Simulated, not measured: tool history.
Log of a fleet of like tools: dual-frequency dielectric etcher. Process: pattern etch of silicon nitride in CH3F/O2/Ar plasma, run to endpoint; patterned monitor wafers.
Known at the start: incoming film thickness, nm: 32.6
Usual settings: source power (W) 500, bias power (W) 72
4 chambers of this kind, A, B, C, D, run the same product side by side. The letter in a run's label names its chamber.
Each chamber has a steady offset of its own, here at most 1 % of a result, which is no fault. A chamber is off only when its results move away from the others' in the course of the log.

run 1D hour=3.1 | source_power_(W)=500 bias_power_(W)=72 | endpoint_time_(s)=42.959
run 2A hour=6.4 | source_power_(W)=500 bias_power_(W)=72 | endpoint_time_(s)=43.177
run 3C hour=10.5 | source_power_(W)=500 bias_power_(W)=72 | endpoint_time_(s)=42.979
run 4B hour=13.7 | source_power_(W)=500 bias_power_(W)=72 | endpoint_time_(s)=42.597
run 5A hour=17.8 | source_power_(W)=500 bias_power_(W)=72 | endpoint_time_(s)=43.019
run 6B hour=21.4 | source_power_(W)=500 bias_power_(W)=72 | endpoint_time_(s)=43.15
run 7D hour=25.1 | source_power_(W)=500 bias_power_(W)=72 | endpoint_time_(s)=43.051
run 8C hour=30 | source_power_(W)=500 bias_power_(W)=72 | endpoint_time_(s)=43.369
run 9C hour=33 | source_power_(W)=500 bias_power_(W)=72 | endpoint_time_(s)=43.45
run 10A hour=39.1 | source_power_(W)=500 bias_power_(W)=72 | endpoint_time_(s)=42.67
run 11B hour=45.1 | source_power_(W)=500 bias_power_(W)=72 | endpoint_time_(s)=43.187
run 12D hour=49.8 | source_power_(W)=500 bias_power_(W)=72 | endpoint_time_(s)=42.849
run 13B hour=55.4 | source_power_(W)=500 bias_power_(W)=72 | endpoint_time_(s)=42.91
run 14A hour=60.4 | source_power_(W)=500 bias_power_(W)=72 | endpoint_time_(s)=43.217
run 15C hour=66.8 | source_power_(W)=500 bias_power_(W)=72 | endpoint_time_(s)=43.484
-- hour=71.3 chamber D: wet clean of the chamber
run 16D hour=71.4 | source_power_(W)=500 bias_power_(W)=72 | endpoint_time_(s)=43.022
run 17A hour=77.6 | source_power_(W)=500 bias_power_(W)=72 | endpoint_time_(s)=42.658
run 18D hour=81.9 | source_power_(W)=500 bias_power_(W)=72 | endpoint_time_(s)=42.576
run 19C hour=85.7 | source_power_(W)=420 bias_power_(W)=59 | endpoint_time_(s)=49.815
run 20B hour=91.3 | source_power_(W)=420 bias_power_(W)=59 | endpoint_time_(s)=48.167
run 21D hour=94.8 | source_power_(W)=420 bias_power_(W)=59 | endpoint_time_(s)=49.282
run 22A hour=98.5 | source_power_(W)=420 bias_power_(W)=59 | endpoint_time_(s)=49.005
run 23C hour=104.9 | source_power_(W)=500 bias_power_(W)=72 | endpoint_time_(s)=43.57
run 24B hour=110.2 | source_power_(W)=500 bias_power_(W)=72 | endpoint_time_(s)=41.305
run 25A hour=113.7 | source_power_(W)=500 bias_power_(W)=72 | endpoint_time_(s)=42.821
run 26B hour=118.7 | source_power_(W)=590 bias_power_(W)=72 | endpoint_time_(s)=38.503
run 27C hour=124.2 | source_power_(W)=590 bias_power_(W)=72 | endpoint_time_(s)=40.724
run 28D hour=128.3 | source_power_(W)=590 bias_power_(W)=72 | endpoint_time_(s)=40.398
run 29A hour=131.6 | source_power_(W)=590 bias_power_(W)=72 | endpoint_time_(s)=40.38

What goes on in this fleet: one chamber off, a drifting gauge, or nothing beyond the chambers' own small offsets? Name the chamber and the cause, if any.

Chamber B drifts away from the others.
Cause: etch rate over this chamber's usual, % = 5.48.

Here are 4 candidates for chamber B's next run, each the usual settings with a change, their results left as question marks. Which one brings its results back in line with what the others give on the usual settings?
In line means no further than this from the other chambers' mean on the usual settings: endpoint time (s) 0.7
run 30B-1 hour=136.3 | source_power_(W)=480 bias_power_(W)=69 | endpoint_time_(s)=?
run 30B-2 hour=136.3 | source_power_(W)=500 bias_power_(W)=84 | endpoint_time_(s)=?
run 30B-3 hour=136.3 | source_power_(W)=520 bias_power_(W)=75 | endpoint_time_(s)=?
run 30B-4 hour=136.3 | source_power_(W)=460 bias_power_(W)=67 | endpoint_time_(s)=?

The other chambers' mean on the usual settings: endpoint time (s) 43.096
run=30B-1 endpoint_time_(s)=41.914
run=30B-2 endpoint_time_(s)=38.63
run=30B-3 endpoint_time_(s)=39.56
run=30B-4 endpoint_time_(s)=43.006
30B-4 brings the chamber back in line.
